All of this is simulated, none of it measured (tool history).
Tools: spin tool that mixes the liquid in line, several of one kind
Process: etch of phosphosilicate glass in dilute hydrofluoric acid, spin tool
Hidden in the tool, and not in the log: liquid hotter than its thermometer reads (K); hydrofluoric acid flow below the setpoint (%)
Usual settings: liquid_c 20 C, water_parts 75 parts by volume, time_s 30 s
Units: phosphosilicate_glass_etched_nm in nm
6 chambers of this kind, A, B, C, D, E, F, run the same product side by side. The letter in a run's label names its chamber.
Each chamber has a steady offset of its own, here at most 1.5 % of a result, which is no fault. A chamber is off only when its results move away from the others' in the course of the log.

| run | hour | liquid_c | water_parts | time_s | hours since the thermometer was replaced | hours since the hydrofluoric acid flow meter was replaced | read-back film thickness of the phosphosilicate glass reference wafer, read on the same gauge (nm) | phosphosilicate_glass_etched_nm |
|---|---|---|---|---|---|---|---|---|
| 1F | 7.4 | 20 | 75 | 30 | 490.2 | 1010.9 | 129.98 | 36.978 |
| 2E | 19.6 | 20 | 75 | 30 | 1434.5 | 693.6 | 129.98 | 37.385 |
| 3A | 31.7 | 20 | 75 | 30 | 1639.5 | 2346.7 | 130.02 | 37.159 |
| 4D | 41.9 | 20 | 75 | 30 | 1501.6 | 136.9 | 129.98 | 37.239 |
|  | 48.5 | chamber E: hydrofluoric acid flow meter replaced |
| 5B | 50.6 | 20 | 75 | 45 | 1930.1 | 302.8 | 129.99 | 55.778 |
|  | 57.2 | chamber A: hydrofluoric acid flow meter replaced |
|  | 61.4 | chamber F: hydrofluoric acid flow meter replaced |
| 6C | 62.1 | 20 | 75 | 45 | 967.4 | 461.4 | 130.00 | 56.256 |
|  | 66.7 | chamber C: hydrofluoric acid flow meter replaced |
| 7A | 75.3 | 20 | 75 | 45 | 1683.1 | 18.2 | 130.00 | 55.905 |
| 8B | 83.1 | 20 | 75 | 45 | 1962.6 | 335.3 | 130.00 | 55.422 |
| 9C | 89.9 | 20 | 75 | 45 | 995.2 | 23.2 | 130.00 | 56.139 |
| 10E | 102.2 | 20 | 75 | 45 | 1517.1 | 53.7 | 130.02 | 56.206 |
| 11F | 114.3 | 20 | 75 | 30 | 597.1 | 53.0 | 129.99 | 37.152 |
|  | 116.5 | chamber E: thermometer replaced |
| 12D | 121.3 | 20 | 60 | 50 | 1581.0 | 216.3 | 129.99 | 78.172 |
|  | 125.1 | chamber A: thermometer replaced |
| 13A | 128.9 | 20 | 60 | 50 | 3.8 | 71.8 | 129.99 | 79.603 |
| 14B | 141.7 | 20 | 60 | 50 | 2021.2 | 393.9 | 130.00 | 78.261 |
| 15C | 151.1 | 20 | 60 | 50 | 1056.4 | 84.4 | 129.98 | 79.974 |
| 16D | 163.3 | 20 | 60 | 50 | 1623.0 | 258.3 | 130.02 | 79.709 |
| 17E | 171.2 | 20 | 60 | 50 | 54.7 | 122.7 | 129.97 | 78.818 |
| 18F | 177.3 | 20 | 75 | 30 | 660.1 | 116.0 | 130.00 | 37.955 |
| 19D | 189.0 | 20 | 45 | 30 | 1648.7 | 284.0 | 130.01 | 64.355 |
| 20F | 199.1 | 20 | 45 | 30 | 681.9 | 137.8 | 129.98 | 64.204 |
| 21A | 208.2 | 20 | 45 | 30 | 83.1 | 151.1 | 129.97 | 65.218 |
| 22B | 222.0 | 20 | 45 | 30 | 2101.5 | 474.2 | 129.99 | 64.954 |
| 23C | 234.1 | 20 | 45 | 30 | 1139.4 | 167.4 | 130.00 | 64.968 |
| 24E | 240.4 | 20 | 45 | 30 | 123.9 | 191.9 | 130.01 | 63.615 |
| 25E | 252.8 | 20 | 75 | 30 | 136.3 | 204.3 | 130.00 | 37.097 |
| 26F | 265.9 | 20 | 75 | 30 | 748.7 | 204.6 | 130.00 | 37.521 |
| 27D | 276.4 | 20 | 75 | 30 | 1736.1 | 371.4 | 130.02 | 39.151 |
| 28C | 284.8 | 20 | 75 | 30 | 1190.1 | 218.1 | 129.99 | 37.601 |
| 29B | 295.2 | 20 | 75 | 30 | 2174.7 | 547.4 | 130.00 | 36.960 |
| 30A | 302.5 | 20 | 75 | 30 | 177.4 | 245.4 | 129.96 | 37.474 |
| 31F | 314.9 | 20 | 75 | 30 | 797.7 | 253.6 | 129.98 | 37.329 |
| 32C | 328.4 | 20 | 75 | 30 | 1233.7 | 261.7 | 130.03 | 37.535 |
| 33E | 337.1 | 20 | 75 | 30 | 220.6 | 288.6 | 130.00 | 36.844 |
| 34D | 346.2 | 20 | 75 | 30 | 1805.9 | 441.2 | 130.01 | 39.118 |
| 35A | 353.8 | 20 | 95 | 30 | 228.7 | 296.7 | 130.01 | 28.270 |
| 36B | 363.7 | 20 | 95 | 30 | 2243.2 | 615.9 | 129.99 | 28.540 |

All 6 chambers run these settings next. Forecast each chamber's results:
| 37A | 373.8 | 20 | 75 | 30 |  |  |  | ? |
| 37B | 373.8 | 20 | 75 | 30 |  |  |  | ? |
| 37C | 373.8 | 20 | 75 | 30 |  |  |  | ? |
| 37D | 373.8 | 20 | 75 | 30 |  |  |  | ? |
| 37E | 373.8 | 20 | 75 | 30 |  |  |  | ? |
| 37F | 373.8 | 20 | 75 | 30 |  |  |  | ? |

| run | phosphosilicate_glass_etched_nm |
|---|---|
| 37A | 37.284 |
| 37B | 37.370 |
| 37C | 37.353 |
| 37D | 40.058 |
| 37E | 37.281 |
| 37F | 37.387 |

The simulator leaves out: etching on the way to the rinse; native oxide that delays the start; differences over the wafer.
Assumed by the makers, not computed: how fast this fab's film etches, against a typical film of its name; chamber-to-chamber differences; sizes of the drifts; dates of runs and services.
